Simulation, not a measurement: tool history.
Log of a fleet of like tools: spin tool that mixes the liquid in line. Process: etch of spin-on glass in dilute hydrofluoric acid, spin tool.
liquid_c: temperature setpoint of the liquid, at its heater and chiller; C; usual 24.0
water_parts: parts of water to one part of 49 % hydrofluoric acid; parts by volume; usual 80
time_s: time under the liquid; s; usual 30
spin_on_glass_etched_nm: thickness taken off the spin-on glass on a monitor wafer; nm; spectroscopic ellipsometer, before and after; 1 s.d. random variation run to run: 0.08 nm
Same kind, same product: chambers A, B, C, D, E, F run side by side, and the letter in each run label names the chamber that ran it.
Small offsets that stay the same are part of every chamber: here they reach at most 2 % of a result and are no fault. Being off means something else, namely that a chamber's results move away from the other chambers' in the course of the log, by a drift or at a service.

run,hour,liquid_c,water_parts,time_s,"read-back film thickness of the spin-on glass reference wafer, read on the same gauge (nm)",spin_on_glass_etched_nm
1F,5.0,24.0,80,30,89.997,16.791
2C,8.7,24.0,80,30,90.018,17.023
3B,14.3,24.0,80,30,89.990,16.997
4D,20.7,24.0,80,30,90.024,17.026
5A,24.2,24.0,80,30,90.005,16.857
6E,27.5,24.0,115,30,89.981,11.545
7C,32.3,24.0,115,30,89.980,11.220
8F,35.8,24.0,115,30,89.998,11.289
9E,40.9,24.0,115,30,90.002,11.490
10B,45.5,24.0,115,30,90.041,11.347
11A,51.0,24.0,115,30,89.990,11.356
12D,56.7,24.0,80,30,90.046,17.186
13A,59.7,24.0,80,30,90.037,16.987
# hour 65.5: chamber E: hydrofluoric acid flow meter replaced
14E,65.8,24.0,80,30,90.012,17.342
15B,72.3,24.0,80,30,89.983,17.061
16D,78.1,24.0,80,30,90.004,16.953
17F,82.4,24.0,80,30,89.965,16.831
18C,86.1,24.0,80,30,90.014,16.949
19A,89.7,24.0,80,30,90.006,16.817
20E,95.8,24.0,80,30,90.012,17.317
21C,99.2,24.0,80,30,89.999,17.264
22D,105.1,24.0,80,30,90.018,16.990
23B,108.8,24.0,80,30,90.025,17.120
24F,113.2,24.0,80,30,89.994,16.725
25C,119.3,24.0,80,30,89.960,17.215
26B,123.7,24.0,80,30,90.005,17.000
27D,128.7,24.0,80,30,89.950,17.143
28E,133.5,24.0,80,30,89.990,17.494
29F,137.9,24.0,80,30,90.032,16.720
30A,143.6,24.0,80,30,90.053,16.825
31D,149.2,24.0,80,30,89.984,16.966
32B,153.9,24.0,80,30,90.009,17.044
33E,158.3,24.0,80,30,89.994,17.347
34F,164.5,24.0,80,30,89.990,16.734
35A,167.7,24.0,80,30,90.007,16.907
36C,173.5,21.5,80,30,90.033,15.976
37A,178.5,21.5,80,30,90.013,15.375
38D,184.2,21.5,80,30,89.998,15.456

The same settings go to every chamber for the next run, one line per chamber below. Forecast the results for each:
39A,188.9,24.0,80,30,,?
39B,188.9,24.0,80,30,,?
39C,188.9,24.0,80,30,,?
39D,188.9,24.0,80,30,,?
39E,188.9,24.0,80,30,,?
39F,188.9,24.0,80,30,,?

run,spin_on_glass_etched_nm
39A,16.889
39B,17.131
39C,17.850
39D,17.109
39E,17.123
39F,16.881

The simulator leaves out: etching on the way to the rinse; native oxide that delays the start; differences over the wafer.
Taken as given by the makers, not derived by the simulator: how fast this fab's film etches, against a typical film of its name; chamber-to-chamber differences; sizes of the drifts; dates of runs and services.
